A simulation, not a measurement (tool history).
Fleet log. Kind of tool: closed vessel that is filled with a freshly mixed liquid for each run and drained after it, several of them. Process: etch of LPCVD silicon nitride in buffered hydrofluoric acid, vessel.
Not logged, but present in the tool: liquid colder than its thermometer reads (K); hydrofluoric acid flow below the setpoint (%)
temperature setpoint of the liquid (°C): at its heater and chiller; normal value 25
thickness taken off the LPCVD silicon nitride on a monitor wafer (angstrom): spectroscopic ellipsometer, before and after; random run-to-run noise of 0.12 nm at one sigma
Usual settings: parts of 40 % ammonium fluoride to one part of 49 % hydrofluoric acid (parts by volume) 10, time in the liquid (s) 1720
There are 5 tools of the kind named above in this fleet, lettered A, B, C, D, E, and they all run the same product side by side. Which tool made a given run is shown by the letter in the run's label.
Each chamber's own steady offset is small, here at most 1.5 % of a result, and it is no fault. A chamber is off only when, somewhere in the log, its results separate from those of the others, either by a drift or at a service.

| run | day | temperature setpoint of the liquid (°C) | parts of 40 % ammonium fluoride to one part of 49 % hydrofluoric acid (parts by volume) | time in the liquid (s) | hours since the thermometer was replaced | hours since the hydrofluoric acid flow meter was replaced | read-back film thickness of the LPCVD silicon nitride reference wafer, read on the same gauge (nm) | thickness taken off the LPCVD silicon nitride on a monitor wafer (angstrom) |
|---|---|---|---|---|---|---|---|---|
| 1B | 0.329 | 25 | 10 | 1720 | 1196.4 | 420.4 | 130.01 | 272.82 |
| 2E | 0.733 | 25 | 10 | 1720 | 1202.1 | 698.4 | 129.98 | 271.45 |
| 3D | 1.025 | 25 | 10 | 1720 | 132.4 | 680.3 | 130 | 270.64 |
|  | 1.262 | chamber E: thermometer replaced |
| 4A | 1.325 | 25 | 10 | 1720 | 1526.6 | 1185.5 | 130.01 | 268.55 |
| 5C | 1.6 | 25 | 10 | 1720 | 1442 | 472.3 | 129.99 | 268.61 |
| 6E | 1.8 | 25 | 10 | 1720 | 12.9 | 724 | 130.01 | 271.99 |
| 7B | 2.05 | 25 | 10 | 1720 | 1237.7 | 461.7 | 130 | 271.35 |
| 8C | 2.408 | 25 | 10 | 1720 | 1461.4 | 491.7 | 130 | 268.92 |
| 9A | 2.688 | 25 | 10 | 1720 | 1559.3 | 1218.2 | 130 | 270.2 |
| 10D | 3.108 | 25 | 8.5 | 1305 | 182.4 | 730.3 | 130.03 | 234.39 |
| 11B | 3.375 | 25 | 8.5 | 1305 | 1269.5 | 493.5 | 129.99 | 235.11 |
| 12E | 3.608 | 25 | 8.5 | 1305 | 56.3 | 767.4 | 129.99 | 236.53 |
| 13A | 3.846 | 25 | 8.5 | 1305 | 1587.1 | 1246 | 130 | 232.35 |
| 14D | 4.221 | 25 | 8.5 | 1305 | 209.1 | 757 | 130 | 234.33 |
| 15C | 4.6 | 26.5 | 10 | 1720 | 1514 | 544.3 | 130.02 | 291.17 |
| 16B | 4.958 | 26.5 | 10 | 1720 | 1307.5 | 531.5 | 129.98 | 293.45 |
| 17C | 5.254 | 26.5 | 10 | 1720 | 1529.7 | 560 | 129.97 | 291.21 |
| 18E | 5.696 | 26.5 | 10 | 1720 | 106.4 | 817.5 | 130 | 294.07 |
| 19D | 6.021 | 26.5 | 10 | 1720 | 252.3 | 800.2 | 130.01 | 292.41 |
| 20A | 6.358 | 25 | 10 | 1720 | 1647.4 | 1306.3 | 129.99 | 267.48 |
|  | 6.671 | chamber C: thermometer replaced |
| 21C | 6.8 | 25 | 10 | 1720 | 3.2 | 597.1 | 130 | 268.89 |
| 22E | 7.212 | 25 | 10 | 1720 | 142.8 | 853.9 | 130.02 | 272.39 |
| 23A | 7.596 | 25 | 8 | 770 | 1677.1 | 1336 | 130.01 | 146.46 |
| 24B | 7.804 | 25 | 8 | 770 | 1375.8 | 599.8 | 130.01 | 148.38 |
| 25D | 8.212 | 25 | 8 | 770 | 304.9 | 852.8 | 129.99 | 146.97 |
|  | 8.6 | chamber C: hydrofluoric acid flow meter replaced |
| 26A | 8.633 | 25 | 8 | 770 | 1702 | 1360.9 | 130.01 | 145.12 |
| 27B | 8.921 | 25 | 8 | 770 | 1402.6 | 626.6 | 130.01 | 148.67 |
| 28D | 9.346 | 25 | 7.5 | 855 | 332.1 | 880 | 129.99 | 175.09 |
| 29E | 9.571 | 25 | 7.5 | 855 | 199.4 | 910.5 | 129.99 | 176.79 |
| 30C | 9.896 | 25 | 7.5 | 855 | 77.5 | 31.2 | 129.98 | 174.7 |
| 31B | 10.15 | 25 | 7.5 | 855 | 1432.1 | 656.1 | 130 | 177.04 |
| 32A | 10.425 | 25 | 7.5 | 855 | 1745 | 1403.9 | 129.99 | 173.02 |
| 33D | 10.625 | 23.5 | 10 | 715 | 362.8 | 910.7 | 130 | 103.54 |
| 34C | 11.029 | 23.5 | 10 | 715 | 104.7 | 58.4 | 129.98 | 103.24 |
| 35E | 11.442 | 23.5 | 10 | 715 | 244.3 | 955.4 | 130 | 104.51 |
| 36A | 11.838 | 23.5 | 10 | 715 | 1778.9 | 1437.8 | 129.99 | 101.94 |
| 37D | 12.158 | 23.5 | 10 | 715 | 399.6 | 947.5 | 130 | 103.71 |
| 38E | 12.479 | 25 | 10 | 1720 | 269.2 | 980.3 | 130 | 272.59 |
| 39C | 12.733 | 25 | 10 | 1720 | 145.6 | 99.3 | 130 | 270.68 |
|  | 12.888 | chamber B: hydrofluoric acid flow meter replaced |
| 40B | 13.088 | 25 | 10 | 1720 | 1502.6 | 4.8 | 130 | 270.27 |
| 41A | 13.504 | 25 | 10 | 1720 | 1818.9 | 1477.8 | 130 | 268.61 |
| 42B | 13.729 | 25 | 10 | 1720 | 1518 | 20.2 | 129.98 | 273.03 |

Which is it: a chamber that has drifted or been left off by a service, a gauge drift common to all chambers, or only each chamber's usual small offset? If a chamber is off, name it and its likeliest cause.

Beyond each chamber's small constant offset nothing stands out, and the gauge stays steady.
